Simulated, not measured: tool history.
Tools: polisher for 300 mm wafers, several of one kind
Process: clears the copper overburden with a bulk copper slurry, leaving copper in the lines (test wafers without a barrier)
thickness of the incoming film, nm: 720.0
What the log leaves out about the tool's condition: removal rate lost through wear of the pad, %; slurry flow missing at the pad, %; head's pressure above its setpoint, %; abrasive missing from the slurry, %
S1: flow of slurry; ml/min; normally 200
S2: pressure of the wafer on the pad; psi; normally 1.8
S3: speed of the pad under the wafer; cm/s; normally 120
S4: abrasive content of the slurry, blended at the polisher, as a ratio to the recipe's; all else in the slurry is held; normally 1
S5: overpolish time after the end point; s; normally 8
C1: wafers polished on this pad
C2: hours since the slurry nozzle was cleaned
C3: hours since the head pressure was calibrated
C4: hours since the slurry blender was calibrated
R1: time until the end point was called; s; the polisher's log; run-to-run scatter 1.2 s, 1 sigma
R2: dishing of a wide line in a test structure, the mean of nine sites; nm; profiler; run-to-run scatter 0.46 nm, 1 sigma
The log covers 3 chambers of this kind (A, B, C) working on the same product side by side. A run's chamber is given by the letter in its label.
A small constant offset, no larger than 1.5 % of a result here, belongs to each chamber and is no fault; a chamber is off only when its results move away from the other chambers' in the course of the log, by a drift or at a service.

Run 1C, hour 8.6: usual settings; C1 1435; C2 587; C3 131.1; C4 10.3. Result: R1 125.25 s, R2 29.205 nm.
At hour 9: chamber C: worn pad replaced by a new one.
At hour 11.6: chamber A: worn pad replaced by a new one.
Run 2A, hour 17.2: usual settings; C1 72; C2 400.3; C3 272.8; C4 217.9. Result: R1 121.45 s, R2 29.053 nm.
Run 3B, hour 26: usual settings; C1 547; C2 301.2; C3 258.3; C4 253.9. Result: R1 121.94 s, R2 28.782 nm.
Run 4C, hour 32.8: usual settings; C1 305; C2 611.2; C3 155.3; C4 34.5. Result: R1 124.55 s, R2 29.315 nm.
Run 5B, hour 41.9: usual settings; C1 751; C2 317.1; C3 274.2; C4 269.8. Result: R1 124.36 s, R2 29.108 nm.
At hour 45.6: chamber B: slurry nozzle cleaned.
Run 6A, hour 48: usual settings but S2 1.4 psi; C1 466; C2 431.1; C3 303.6; C4 248.7. Result: R1 153.65 s, R2 23.919 nm.
Run 7B, hour 52.9: usual settings but S2 1.4 psi; C1 891; C2 7.4; C3 285.2; C4 280.8. Result: R1 163.16 s, R2 23.525 nm.
Run 8C, hour 57.4: usual settings but S2 1.4 psi; C1 620; C2 635.8; C3 179.9; C4 59.1. Result: R1 160.02 s, R2 23.499 nm.
Run 9A, hour 62.8: usual settings; C1 656; C2 445.9; C3 318.4; C4 263.5. Result: R1 121.74 s, R2 29.294 nm.
Run 10B, hour 70.6: usual settings; C1 1118; C2 25.1; C3 302.9; C4 298.5. Result: R1 124.34 s, R2 29.103 nm.
At hour 75: chamber A: slurry blender recalibrated.
Run 11C, hour 77.7: usual settings; C1 880; C2 656.1; C3 200.2; C4 79.4. Result: R1 120.66 s, R2 29.087 nm.
At hour 83.8: chamber B: slurry blender recalibrated.
Run 12A, hour 83.8: usual settings; C1 925; C2 466.9; C3 339.4; C4 8.8. Result: R1 123.09 s, R2 29.229 nm.
Run 13A, hour 89.9: usual settings; C1 1003; C2 473; C3 345.5; C4 14.9. Result: R1 121.5 s, R2 30.387 nm.
At hour 93.4: chamber A: slurry nozzle cleaned.
At hour 94.4: chamber A: head pressure recalibrated.
Run 14B, hour 95.7: usual settings but S1 225 ml/min, S5 10 s; C1 1440; C2 50.2; C3 328; C4 11.9. Result: R1 127.17 s, R2 33.395 nm.
At hour 97: chamber A: worn pad replaced by a new one.
Run 15C, hour 102.2: usual settings but S1 225 ml/min, S5 10 s; C1 1194; C2 680.6; C3 224.7; C4 103.9. Result: R1 123.32 s, R2 34.368 nm.
At hour 106.7: chamber C: worn pad replaced by a new one.
Run 16A, hour 107.5: usual settings but S1 225 ml/min, S5 10 s; C1 135; C2 14.2; C3 13.2; C4 32.5. Result: R1 119.27 s, R2 36.247 nm.
Run 17B, hour 112.5: usual settings; C1 1655; C2 67; C3 344.8; C4 28.7. Result: R1 132.4 s, R2 27.595 nm.
Run 18C, hour 117.7: usual settings; C1 141; C2 696.1; C3 240.2; C4 119.4. Result: R1 124.29 s, R2 29.465 nm.
Run 19A, hour 126.7: usual settings; C1 381; C2 33.4; C3 32.4; C4 51.7. Result: R1 122.2 s, R2 28.939 nm.
Run 20C, hour 132.3: usual settings; C1 328; C2 710.7; C3 254.8; C4 134. Result: R1 123.44 s, R2 29.651 nm.
Run 21B, hour 136.5: usual settings; C1 1962; C2 91; C3 368.8; C4 52.7. Result: R1 134.04 s, R2 27.786 nm.

The same settings go to every chamber for the next run, one line per chamber below. Forecast the results for each:
Run 22A, hour 143.3: usual settings but S1 220 ml/min. Result: R1 ?, R2 ?.
Run 22B, hour 143.3: usual settings but S1 220 ml/min. Result: R1 ?, R2 ?.
Run 22C, hour 143.3: usual settings but S1 220 ml/min. Result: R1 ?, R2 ?.

run      R1      R2
22A  120.56  29.886
22B   134.2  27.151
22C   122.2  29.555
